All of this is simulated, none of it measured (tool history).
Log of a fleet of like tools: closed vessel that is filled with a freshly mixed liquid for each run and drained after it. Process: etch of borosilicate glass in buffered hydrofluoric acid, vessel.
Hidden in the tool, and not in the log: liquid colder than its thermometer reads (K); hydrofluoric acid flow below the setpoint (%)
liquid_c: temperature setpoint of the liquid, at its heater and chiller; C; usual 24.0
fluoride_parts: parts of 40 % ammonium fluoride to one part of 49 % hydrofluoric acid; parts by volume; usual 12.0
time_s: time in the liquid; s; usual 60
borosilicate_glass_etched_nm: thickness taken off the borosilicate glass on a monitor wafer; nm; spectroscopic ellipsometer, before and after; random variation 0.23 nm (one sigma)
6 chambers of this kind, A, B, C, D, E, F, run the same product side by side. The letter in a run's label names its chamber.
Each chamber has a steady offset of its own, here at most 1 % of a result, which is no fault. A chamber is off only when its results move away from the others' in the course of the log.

run   hour  liquid_c  fluoride_parts  time_s  hours since the thermometer was replaced  hours since the hydrofluoric acid flow meter was replaced  read-back film thickness of the borosilicate glass reference wafer, read on the same gauge (nm)  borosilicate_glass_etched_nm
       6.1  -- chamber D: thermometer replaced
 1A    7.3      24.0            12.0      60                                     126.8                                                      457.3                                                                                           80.015                        62.318
 2E   14.3      24.0            12.0      60                                     587.3                                                       52.2                                                                                           80.012                        62.759
 3F   24.1      24.0            12.0      60                                    1231.1                                                      541.2                                                                                           79.990                        63.152
 4B   35.1      24.0            12.0      60                                     732.8                                                     1662.0                                                                                           79.989                        62.517
 5C   42.4      28.0            12.0      95                                     633.7                                                      563.0                                                                                           80.005                       123.290
 6D   49.2      28.0            12.0      95                                      43.2                                                      530.9                                                                                           80.002                       122.950
 7E   56.2      28.0            12.0      95                                     629.2                                                       94.1                                                                                           80.001                       121.630
 8D   65.6      28.0            12.0      95                                      59.6                                                      547.3                                                                                           80.000                       123.110
 9B   75.9      28.0            12.0      95                                     773.6                                                     1702.8                                                                                           79.991                       123.050
10C   81.7      28.0            12.0      95                                     673.0                                                      602.3                                                                                           80.015                       123.810
11A   92.1      24.0            12.0      60                                     211.6                                                      542.1                                                                                           80.005                        61.476
12F   97.8      24.0            12.0      60                                    1304.8                                                      614.9                                                                                           80.000                        62.448
     103.6  -- chamber D: hydrofluoric acid flow meter replaced
13B  105.1      24.0            12.0      60                                     802.8                                                     1732.0                                                                                           79.996                        62.792
14F  114.0      24.0             8.0      60                                    1321.0                                                      631.1                                                                                           79.980                        92.654
15D  119.6      24.0             8.0      60                                     113.6                                                       16.0                                                                                           80.016                        92.193
16A  129.3      24.0             8.0      60                                     248.8                                                      579.3                                                                                           80.014                        90.243
17C  135.5      24.0             8.0      60                                     726.8                                                      656.1                                                                                           80.000                        91.855
18E  143.3      24.0             8.0      60                                     716.3                                                      181.2                                                                                           80.013                        90.584
19F  150.7      24.0             8.0      60                                    1357.7                                                      667.8                                                                                           79.981                        92.737
20A  156.4      24.0             9.0      80                                     275.9                                                      606.4                                                                                           80.001                       105.270
21D  167.2      24.0             9.0      80                                     161.2                                                       63.6                                                                                           80.017                       108.710
22E  179.6      24.0             9.0      80                                     752.6                                                      217.5                                                                                           79.972                       107.050
23C  188.4      24.0             9.0      80                                     779.7                                                      709.0                                                                                           80.011                       108.100
24B  199.1      24.0             9.0      80                                     896.8                                                     1826.0                                                                                           79.994                       106.660
25F  208.9      24.0             9.0      80                                    1415.9                                                      726.0                                                                                           79.990                       108.090
26E  214.6      24.0            16.5      60                                     787.6                                                      252.5                                                                                           79.986                        45.665
27C  224.4      24.0            16.5      60                                     815.7                                                      745.0                                                                                           79.999                        45.851
28D  231.8      24.0            16.5      60                                     225.8                                                      128.2                                                                                           79.995                        45.607
29B  243.4      24.0            16.5      60                                     941.1                                                     1870.3                                                                                           80.004                        45.931
30A  254.5      24.0            16.5      60                                     374.0                                                      704.5                                                                                           79.992                        43.822
31F  265.9      24.0            16.5      60                                    1472.9                                                      783.0                                                                                           80.007                        45.617
32C  271.8      24.0            12.0      60                                     863.1                                                      792.4                                                                                           80.006                        62.892
33B  282.3      24.0            12.0      60                                     980.0                                                     1909.2                                                                                           80.013                        62.629
34E  291.9      22.5            15.0      60                                     864.9                                                      329.8                                                                                           80.005                        46.463
35A  301.6      22.5            15.0      60                                     421.1                                                      751.6                                                                                           79.988                        44.101
36D  314.0      22.5            15.0      60                                     308.0                                                      210.4                                                                                           79.980                        46.300
37B  325.3      22.5            15.0      60                                    1023.0                                                     1952.2                                                                                           80.008                        46.453

Is one chamber off against the others, does the gauge drift, or is nothing wrong? If a chamber is off, say which, and what the likeliest cause is.

Chamber A drifts away from the others.
Cause: hydrofluoric acid flow below the setpoint (%) = 5.03.
The log may not tell that from: liquid colder than its thermometer reads (K).

Here are 4 candidates for chamber A's next run, each the usual settings with a change, their results left as question marks. Which one brings its results back in line with what the others give on the usual settings?
In line means no further than this from the other chambers' mean on the usual settings: borosilicate_glass_etched_nm 0.790 nm
38A-1  334.4      23.0            12.0      60                                                                                                                                                                                                                                   ?
38A-2  334.4      24.5            12.0      60                                                                                                                                                                                                                                   ?
38A-3  334.4      23.5            12.0      60                                                                                                                                                                                                                                   ?
38A-4  334.4      25.0            12.0      60                                                                                                                                                                                                                                   ?

The other chambers' mean on the usual settings: borosilicate_glass_etched_nm 62.705 nm
  run  borosilicate_glass_etched_nm
38A-1                        56.214
38A-2                        60.959
38A-3                        57.779
38A-4                        62.607
38A-4 brings the chamber back in line.
